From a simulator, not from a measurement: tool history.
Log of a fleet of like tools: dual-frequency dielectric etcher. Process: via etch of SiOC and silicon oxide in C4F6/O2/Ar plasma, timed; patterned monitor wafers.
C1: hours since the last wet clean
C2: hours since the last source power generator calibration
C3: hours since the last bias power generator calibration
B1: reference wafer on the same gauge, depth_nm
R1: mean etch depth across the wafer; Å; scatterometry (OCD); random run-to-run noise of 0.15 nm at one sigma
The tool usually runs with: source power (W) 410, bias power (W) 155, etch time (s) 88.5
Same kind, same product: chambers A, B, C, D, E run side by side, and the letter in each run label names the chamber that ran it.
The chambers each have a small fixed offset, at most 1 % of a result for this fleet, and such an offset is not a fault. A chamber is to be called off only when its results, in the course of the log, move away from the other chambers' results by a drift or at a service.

run 1B hour=8.5 | source_power_(W)=410 bias_power_(W)=155 etch_time_(s)=88.5 | C1=531 C2=1948 C3=726.6 | B1=113.27 | R1=960.78
-- hour=14.8 chamber C: wet clean of the chamber
run 2D hour=17.5 | source_power_(W)=410 bias_power_(W)=155 etch_time_(s)=88.5 | C1=353.5 C2=2244.8 C3=2515.7 | B1=113.3 | R1=968.48
run 3A hour=30 | source_power_(W)=410 bias_power_(W)=155 etch_time_(s)=88.5 | C1=197.5 C2=4048.8 C3=2508.8 | B1=113.29 | R1=964.24
run 4E hour=38.7 | source_power_(W)=410 bias_power_(W)=155 etch_time_(s)=88.5 | C1=199 C2=895.3 C3=2561.5 | B1=113.28 | R1=966.07
run 5C hour=49.7 | source_power_(W)=410 bias_power_(W)=155 etch_time_(s)=88.5 | C1=34.9 C2=3383.8 C3=1084 | B1=113.2 | R1=962.27
run 6C hour=62.3 | source_power_(W)=330 bias_power_(W)=155 etch_time_(s)=62.5 | C1=47.5 C2=3396.4 C3=1096.6 | B1=113.24 | R1=624.79
run 7B hour=75.5 | source_power_(W)=330 bias_power_(W)=155 etch_time_(s)=62.5 | C1=598 C2=2015 C3=793.6 | B1=113.19 | R1=622.9
run 8E hour=84.1 | source_power_(W)=330 bias_power_(W)=155 etch_time_(s)=62.5 | C1=244.4 C2=940.7 C3=2606.9 | B1=113.18 | R1=627.12
run 9D hour=95.5 | source_power_(W)=330 bias_power_(W)=155 etch_time_(s)=62.5 | C1=431.5 C2=2322.8 C3=2593.7 | B1=113.17 | R1=627.71
run 10A hour=107.3 | source_power_(W)=330 bias_power_(W)=155 etch_time_(s)=62.5 | C1=274.8 C2=4126.1 C3=2586.1 | B1=113.14 | R1=623.54
run 11A hour=122.4 | source_power_(W)=410 bias_power_(W)=155 etch_time_(s)=88.5 | C1=289.9 C2=4141.2 C3=2601.2 | B1=113.09 | R1=966.51
-- hour=136.6 chamber B: wet clean of the chamber
run 12D hour=138.3 | source_power_(W)=410 bias_power_(W)=155 etch_time_(s)=88.5 | C1=474.3 C2=2365.6 C3=2636.5 | B1=113.07 | R1=964.65
run 13E hour=146.8 | source_power_(W)=410 bias_power_(W)=155 etch_time_(s)=88.5 | C1=307.1 C2=1003.4 C3=2669.6 | B1=113.06 | R1=961.23
run 14C hour=160.5 | source_power_(W)=410 bias_power_(W)=155 etch_time_(s)=88.5 | C1=145.7 C2=3494.6 C3=1194.8 | B1=113.02 | R1=959.5
-- hour=175.9 chamber D: wet clean of the chamber
run 15B hour=176 | source_power_(W)=410 bias_power_(W)=155 etch_time_(s)=88.5 | C1=39.4 C2=2115.5 C3=894.1 | B1=113.02 | R1=960.49
run 16E hour=183.7 | source_power_(W)=330 bias_power_(W)=155 etch_time_(s)=107.5 | C1=344 C2=1040.3 C3=2706.5 | B1=113.06 | R1=1074.3
run 17A hour=194 | source_power_(W)=330 bias_power_(W)=155 etch_time_(s)=107.5 | C1=361.5 C2=4212.8 C3=2672.8 | B1=113.02 | R1=1073.1
-- hour=203.9 chamber A: source power generator calibrated
run 18D hour=208.7 | source_power_(W)=330 bias_power_(W)=155 etch_time_(s)=107.5 | C1=32.9 C2=2436 C3=2706.9 | B1=113.01 | R1=1075.5
run 19C hour=220.7 | source_power_(W)=330 bias_power_(W)=155 etch_time_(s)=107.5 | C1=205.9 C2=3554.8 C3=1255 | B1=112.96 | R1=1071.3
run 20B hour=237 | source_power_(W)=330 bias_power_(W)=155 etch_time_(s)=107.5 | C1=100.4 C2=2176.5 C3=955.1 | B1=112.96 | R1=1069.1
run 21C hour=252.6 | source_power_(W)=410 bias_power_(W)=155 etch_time_(s)=88.5 | C1=237.8 C2=3586.7 C3=1286.9 | B1=112.9 | R1=958.09
run 22D hour=264.1 | source_power_(W)=410 bias_power_(W)=155 etch_time_(s)=88.5 | C1=88.3 C2=2491.4 C3=2762.3 | B1=112.91 | R1=965.71
run 23A hour=273.6 | source_power_(W)=410 bias_power_(W)=155 etch_time_(s)=88.5 | C1=441.1 C2=69.7 C3=2752.4 | B1=112.88 | R1=962.25
run 24E hour=284 | source_power_(W)=350 bias_power_(W)=155 etch_time_(s)=88.5 | C1=444.3 C2=1140.6 C3=2806.8 | B1=112.85 | R1=906.06
run 25B hour=293.4 | source_power_(W)=350 bias_power_(W)=155 etch_time_(s)=88.5 | C1=156.8 C2=2232.9 C3=1011.5 | B1=112.85 | R1=900.63
run 26B hour=303.8 | source_power_(W)=350 bias_power_(W)=155 etch_time_(s)=88.5 | C1=167.2 C2=2243.3 C3=1021.9 | B1=112.81 | R1=902.55
run 27D hour=319.4 | source_power_(W)=350 bias_power_(W)=155 etch_time_(s)=88.5 | C1=143.6 C2=2546.7 C3=2817.6 | B1=112.79 | R1=907.76
-- hour=320.4 chamber E: bias power generator calibrated
-- hour=324.8 chamber A: wet clean of the chamber
run 28C hour=334.1 | source_power_(W)=350 bias_power_(W)=155 etch_time_(s)=88.5 | C1=319.3 C2=3668.2 C3=1368.4 | B1=112.84 | R1=903.25
run 29A hour=347.6 | source_power_(W)=410 bias_power_(W)=155 etch_time_(s)=88.5 | C1=22.9 C2=143.7 C3=2826.4 | B1=112.77 | R1=961.14
run 30E hour=358.1 | source_power_(W)=410 bias_power_(W)=155 etch_time_(s)=88.5 | C1=518.4 C2=1214.7 C3=37.7 | B1=112.77 | R1=960.84
run 31C hour=374.1 | source_power_(W)=410 bias_power_(W)=155 etch_time_(s)=88.5 | C1=359.3 C2=3708.2 C3=1408.4 | B1=112.76 | R1=958.25
run 32A hour=386.4 | source_power_(W)=410 bias_power_(W)=155 etch_time_(s)=88.5 | C1=61.7 C2=182.5 C3=2865.2 | B1=112.68 | R1=961.78
run 33B hour=394.5 | source_power_(W)=410 bias_power_(W)=155 etch_time_(s)=88.5 | C1=257.9 C2=2334 C3=1112.6 | B1=112.71 | R1=954.31
run 34D hour=406.5 | source_power_(W)=410 bias_power_(W)=155 etch_time_(s)=88.5 | C1=230.7 C2=2633.8 C3=2904.7 | B1=112.67 | R1=962.48
run 35E hour=419 | source_power_(W)=410 bias_power_(W)=155 etch_time_(s)=88.5 | C1=579.3 C2=1275.6 C3=98.6 | B1=112.67 | R1=960.59
-- hour=420.9 chamber E: wet clean of the chamber
run 36E hour=433.5 | source_power_(W)=410 bias_power_(W)=155 etch_time_(s)=88.5 | C1=12.7 C2=1290.1 C3=113.1 | B1=112.66 | R1=961.78
run 37A hour=447.8 | source_power_(W)=410 bias_power_(W)=155 etch_time_(s)=88.5 | C1=123.1 C2=243.9 C3=2926.6 | B1=112.62 | R1=958.9
run 38D hour=458.7 | source_power_(W)=410 bias_power_(W)=155 etch_time_(s)=88.5 | C1=282.9 C2=2686 C3=2956.9 | B1=112.61 | R1=959.17

Each of the 5 chambers runs these same settings next. Fill in every chamber's results:
run 39A hour=470.4 | source_power_(W)=410 bias_power_(W)=169 etch_time_(s)=88.5 | R1=?
run 39B hour=470.4 | source_power_(W)=410 bias_power_(W)=169 etch_time_(s)=88.5 | R1=?
run 39C hour=470.4 | source_power_(W)=410 bias_power_(W)=169 etch_time_(s)=88.5 | R1=?
run 39D hour=470.4 | source_power_(W)=410 bias_power_(W)=169 etch_time_(s)=88.5 | R1=?
run 39E hour=470.4 | source_power_(W)=410 bias_power_(W)=169 etch_time_(s)=88.5 | R1=?

run=39A R1=987.58
run=39B R1=981.35
run=39C R1=981.9
run=39D R1=989.02
run=39E R1=987.21
